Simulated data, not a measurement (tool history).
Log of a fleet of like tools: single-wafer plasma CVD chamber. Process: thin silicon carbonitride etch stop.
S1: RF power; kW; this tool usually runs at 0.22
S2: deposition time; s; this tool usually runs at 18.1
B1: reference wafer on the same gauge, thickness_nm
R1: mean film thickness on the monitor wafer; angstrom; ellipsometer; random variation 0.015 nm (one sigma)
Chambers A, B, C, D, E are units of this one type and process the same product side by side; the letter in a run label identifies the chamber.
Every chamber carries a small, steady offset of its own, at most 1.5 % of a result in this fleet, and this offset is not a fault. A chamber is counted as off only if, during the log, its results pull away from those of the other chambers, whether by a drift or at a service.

run	hour	S1	S2	B1	R1
1C	6.4	0.22	18.1	10.999	106.32
2A	11.8	0.22	18.1	10.998	105.4
3B	16.9	0.22	18.1	11.002	105.98
4D	22	0.22	18.1	11.003	107.26
5E	27	0.235	20.3	11.006	120.7
6E	31.8	0.235	20.3	11.005	120.78
7D	39.9	0.235	20.3	11.01	122.44
8B	48.2	0.235	20.3	11.01	121.26
9A	57.8	0.235	20.3	11.011	120.48
10C	65.9	0.22	18.1	11.014	106.53
11B	74.7	0.18	16.7	11.018	92.123
12E	79.4	0.18	16.7	11.015	91.882
13C	87.3	0.18	16.7	11.016	92.28
14A	96.8	0.18	16.7	11.022	91.827
15D	103.1	0.18	16.7	11.026	93.151
16D	111.6	0.195	15	11.028	85.823
17B	120.6	0.195	15	11.025	84.967
18E	127.8	0.195	15	11.027	84.733
19C	135.7	0.195	15	11.029	85.082
# hour 139.4: chamber A: thermocouple changed; heater temperature recalibrated
20A	141.2	0.195	15	11.029	84.568
21C	150.3	0.22	18.1	11.036	106.44
22B	155	0.22	18.1	11.035	106.24
23A	164.3	0.22	18.1	11.04	105.52
24E	174.4	0.22	18.1	11.037	105.8
25D	183.9	0.22	18.1	11.042	107.34
26A	192.4	0.22	18.1	11.039	105.94
# hour 200.5: chamber D: RF generator calibrated
27C	202	0.22	18.1	11.046	106.53
28B	210.7	0.22	18.1	11.046	106.46
29D	220.2	0.22	18.1	11.051	107.66
30E	225.7	0.22	18.1	11.051	106
31E	234.7	0.22	18.1	11.05	106.1
32A	240.4	0.235	18.1	11.053	108.04
# hour 244.5: chamber D: thermocouple changed; heater temperature recalibrated
33C	247.8	0.235	18.1	11.056	108.9
34D	256.5	0.235	18.1	11.054	109.67
35B	265.4	0.235	18.1	11.057	108.52
36A	270.9	0.235	18.1	11.059	108.06

Predict what each chamber gives when all 5 of them run the settings below next.
37A	278.3	0.22	18.1		?
37B	278.3	0.22	18.1		?
37C	278.3	0.22	18.1		?
37D	278.3	0.22	18.1		?
37E	278.3	0.22	18.1		?

run	R1
37A	106.07
37B	106.47
37C	106.96
37D	107.53
37E	106.18

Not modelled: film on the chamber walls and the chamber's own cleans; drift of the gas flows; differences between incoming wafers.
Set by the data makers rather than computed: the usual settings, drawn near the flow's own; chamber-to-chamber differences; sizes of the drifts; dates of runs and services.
